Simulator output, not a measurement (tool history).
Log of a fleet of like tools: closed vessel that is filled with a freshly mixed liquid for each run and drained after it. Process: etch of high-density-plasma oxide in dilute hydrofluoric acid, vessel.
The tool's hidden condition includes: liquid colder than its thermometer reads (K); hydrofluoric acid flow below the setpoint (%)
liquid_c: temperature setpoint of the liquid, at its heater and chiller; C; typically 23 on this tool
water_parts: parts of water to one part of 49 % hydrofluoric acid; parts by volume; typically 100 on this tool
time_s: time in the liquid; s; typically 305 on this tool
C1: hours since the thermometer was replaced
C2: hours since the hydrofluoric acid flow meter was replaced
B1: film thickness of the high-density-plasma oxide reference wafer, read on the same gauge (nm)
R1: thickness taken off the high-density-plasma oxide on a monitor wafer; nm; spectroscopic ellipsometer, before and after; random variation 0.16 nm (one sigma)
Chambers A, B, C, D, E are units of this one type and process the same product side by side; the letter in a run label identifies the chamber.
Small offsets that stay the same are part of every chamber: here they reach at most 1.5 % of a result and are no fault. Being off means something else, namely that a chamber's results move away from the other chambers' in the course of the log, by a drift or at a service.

{"run": "1E", "day": 0.325, "liquid_c": 23, "water_parts": 100, "time_s": 305, "C1": 317.2, "C2": 1094.3, "B1": 150, "R1": 22.673}
{"run": "2D", "day": 0.629, "liquid_c": 23, "water_parts": 100, "time_s": 305, "C1": 576.4, "C2": 81.7, "B1": 150.01, "R1": 22.767}
{"run": "3C", "day": 1.038, "liquid_c": 23, "water_parts": 100, "time_s": 305, "C1": 515.1, "C2": 354.1, "B1": 150.01, "R1": 22.898}
{"day": 1.342, "done": "chamber B: hydrofluoric acid flow meter replaced"}
{"run": "4B", "day": 1.412, "liquid_c": 23, "water_parts": 100, "time_s": 305, "C1": 187.7, "C2": 1.7, "B1": 149.99, "R1": 22.416}
{"run": "5A", "day": 1.85, "liquid_c": 23, "water_parts": 100, "time_s": 305, "C1": 1743.4, "C2": 1157.1, "B1": 150.03, "R1": 22.66}
{"run": "6A", "day": 2.212, "liquid_c": 23, "water_parts": 100, "time_s": 305, "C1": 1752.1, "C2": 1165.8, "B1": 149.96, "R1": 23.035}
{"run": "7B", "day": 2.525, "liquid_c": 24.5, "water_parts": 100, "time_s": 195, "C1": 214.4, "C2": 28.4, "B1": 149.97, "R1": 15.287}
{"run": "8D", "day": 3.179, "liquid_c": 24.5, "water_parts": 100, "time_s": 195, "C1": 637.6, "C2": 142.9, "B1": 149.98, "R1": 15.305}
{"run": "9E", "day": 3.55, "liquid_c": 24.5, "water_parts": 100, "time_s": 195, "C1": 394.6, "C2": 1171.7, "B1": 150.04, "R1": 15.345}
{"run": "10C", "day": 3.838, "liquid_c": 24.5, "water_parts": 100, "time_s": 195, "C1": 582.3, "C2": 421.3, "B1": 150.01, "R1": 15.33}
{"run": "11B", "day": 4.3, "liquid_c": 24.5, "water_parts": 100, "time_s": 195, "C1": 257, "C2": 71, "B1": 150.03, "R1": 15.448}
{"run": "12D", "day": 4.829, "liquid_c": 23, "water_parts": 100, "time_s": 305, "C1": 677.2, "C2": 182.5, "B1": 149.99, "R1": 22.864}
{"run": "13A", "day": 5.329, "liquid_c": 23, "water_parts": 100, "time_s": 305, "C1": 1826.9, "C2": 1240.6, "B1": 149.99, "R1": 22.674}
{"run": "14C", "day": 5.667, "liquid_c": 19.5, "water_parts": 100, "time_s": 305, "C1": 626.2, "C2": 465.2, "B1": 150.01, "R1": 19.77}
{"run": "15E", "day": 6.192, "liquid_c": 19.5, "water_parts": 100, "time_s": 305, "C1": 458, "C2": 1235.1, "B1": 150.01, "R1": 19.51}
{"run": "16A", "day": 6.792, "liquid_c": 19.5, "water_parts": 100, "time_s": 305, "C1": 1862, "C2": 1275.7, "B1": 150, "R1": 19.547}
{"run": "17D", "day": 7.367, "liquid_c": 19.5, "water_parts": 100, "time_s": 305, "C1": 738.1, "C2": 243.4, "B1": 149.99, "R1": 19.733}
{"run": "18B", "day": 7.854, "liquid_c": 19.5, "water_parts": 100, "time_s": 305, "C1": 342.3, "C2": 156.3, "B1": 150.02, "R1": 19.258}
{"run": "19C", "day": 8.188, "liquid_c": 23, "water_parts": 100, "time_s": 305, "C1": 686.7, "C2": 525.7, "B1": 149.98, "R1": 22.542}
{"run": "20E", "day": 8.812, "liquid_c": 23, "water_parts": 125, "time_s": 360, "C1": 520.9, "C2": 1298, "B1": 149.98, "R1": 20.684}
{"run": "21B", "day": 9.367, "liquid_c": 23, "water_parts": 125, "time_s": 360, "C1": 378.6, "C2": 192.6, "B1": 150.02, "R1": 20.587}
{"run": "22E", "day": 9.667, "liquid_c": 23, "water_parts": 125, "time_s": 360, "C1": 541.4, "C2": 1318.5, "B1": 150.03, "R1": 20.747}
{"run": "23A", "day": 10.108, "liquid_c": 23, "water_parts": 125, "time_s": 360, "C1": 1941.6, "C2": 1355.3, "B1": 150.01, "R1": 20.503}
{"run": "24C", "day": 10.746, "liquid_c": 23, "water_parts": 125, "time_s": 360, "C1": 748.1, "C2": 587.1, "B1": 150.02, "R1": 20.625}
{"run": "25D", "day": 11.329, "liquid_c": 23, "water_parts": 100, "time_s": 305, "C1": 833.2, "C2": 338.5, "B1": 150.02, "R1": 22.87}
{"run": "26D", "day": 11.862, "liquid_c": 23, "water_parts": 100, "time_s": 305, "C1": 846, "C2": 351.3, "B1": 149.98, "R1": 22.583}
{"run": "27E", "day": 12.512, "liquid_c": 23, "water_parts": 100, "time_s": 305, "C1": 609.7, "C2": 1386.8, "B1": 150.01, "R1": 22.76}
{"run": "28B", "day": 13.075, "liquid_c": 23, "water_parts": 100, "time_s": 305, "C1": 467.6, "C2": 281.6, "B1": 150.04, "R1": 22.73}
{"run": "29A", "day": 13.521, "liquid_c": 23, "water_parts": 100, "time_s": 305, "C1": 2023.5, "C2": 1437.2, "B1": 150.04, "R1": 23.058}
{"run": "30C", "day": 14.058, "liquid_c": 23, "water_parts": 100, "time_s": 305, "C1": 827.6, "C2": 666.6, "B1": 149.98, "R1": 22.674}
{"day": 14.354, "done": "chamber C: hydrofluoric acid flow meter replaced"}
{"run": "31D", "day": 14.617, "liquid_c": 23, "water_parts": 100, "time_s": 305, "C1": 912.1, "C2": 417.4, "B1": 150, "R1": 22.593}
{"run": "32C", "day": 15.242, "liquid_c": 23, "water_parts": 100, "time_s": 305, "C1": 856, "C2": 21.3, "B1": 150.02, "R1": 22.463}
{"run": "33A", "day": 15.867, "liquid_c": 23, "water_parts": 100, "time_s": 305, "C1": 2079.8, "C2": 1493.5, "B1": 149.97, "R1": 22.558}
{"run": "34E", "day": 16.225, "liquid_c": 23, "water_parts": 100, "time_s": 305, "C1": 698.8, "C2": 1475.9, "B1": 150, "R1": 22.771}
{"run": "35B", "day": 16.667, "liquid_c": 25.5, "water_parts": 130, "time_s": 305, "C1": 553.8, "C2": 367.8, "B1": 150.03, "R1": 18.378}
{"run": "36C", "day": 17.225, "liquid_c": 25.5, "water_parts": 130, "time_s": 305, "C1": 903.6, "C2": 68.9, "B1": 149.98, "R1": 18.7}
{"run": "37E", "day": 17.567, "liquid_c": 25.5, "water_parts": 130, "time_s": 305, "C1": 731, "C2": 1508.1, "B1": 149.96, "R1": 18.538}
{"run": "38D", "day": 17.9, "liquid_c": 25.5, "water_parts": 130, "time_s": 305, "C1": 990.9, "C2": 496.2, "B1": 149.97, "R1": 18.435}
{"run": "39A", "day": 18.525, "liquid_c": 25.5, "water_parts": 130, "time_s": 305, "C1": 2143.6, "C2": 1557.3, "B1": 150, "R1": 18.425}
{"run": "40B", "day": 18.904, "liquid_c": 23, "water_parts": 100, "time_s": 305, "C1": 607.5, "C2": 421.5, "B1": 150.04, "R1": 22.29}

All chambers now run identical settings, listed one chamber a line with results as question marks. What results will each chamber show?
{"run": "41A", "day": 19.375, "liquid_c": 23, "water_parts": 100, "time_s": 375, "R1": "?"}
{"run": "41B", "day": 19.375, "liquid_c": 23, "water_parts": 100, "time_s": 375, "R1": "?"}
{"run": "41C", "day": 19.375, "liquid_c": 23, "water_parts": 100, "time_s": 375, "R1": "?"}
{"run": "41D", "day": 19.375, "liquid_c": 23, "water_parts": 100, "time_s": 375, "R1": "?"}
{"run": "41E", "day": 19.375, "liquid_c": 23, "water_parts": 100, "time_s": 375, "R1": "?"}

run=41A R1=28.193
run=41B R1=27.608
run=41C R1=27.893
run=41D R1=27.661
run=41E R1=27.547

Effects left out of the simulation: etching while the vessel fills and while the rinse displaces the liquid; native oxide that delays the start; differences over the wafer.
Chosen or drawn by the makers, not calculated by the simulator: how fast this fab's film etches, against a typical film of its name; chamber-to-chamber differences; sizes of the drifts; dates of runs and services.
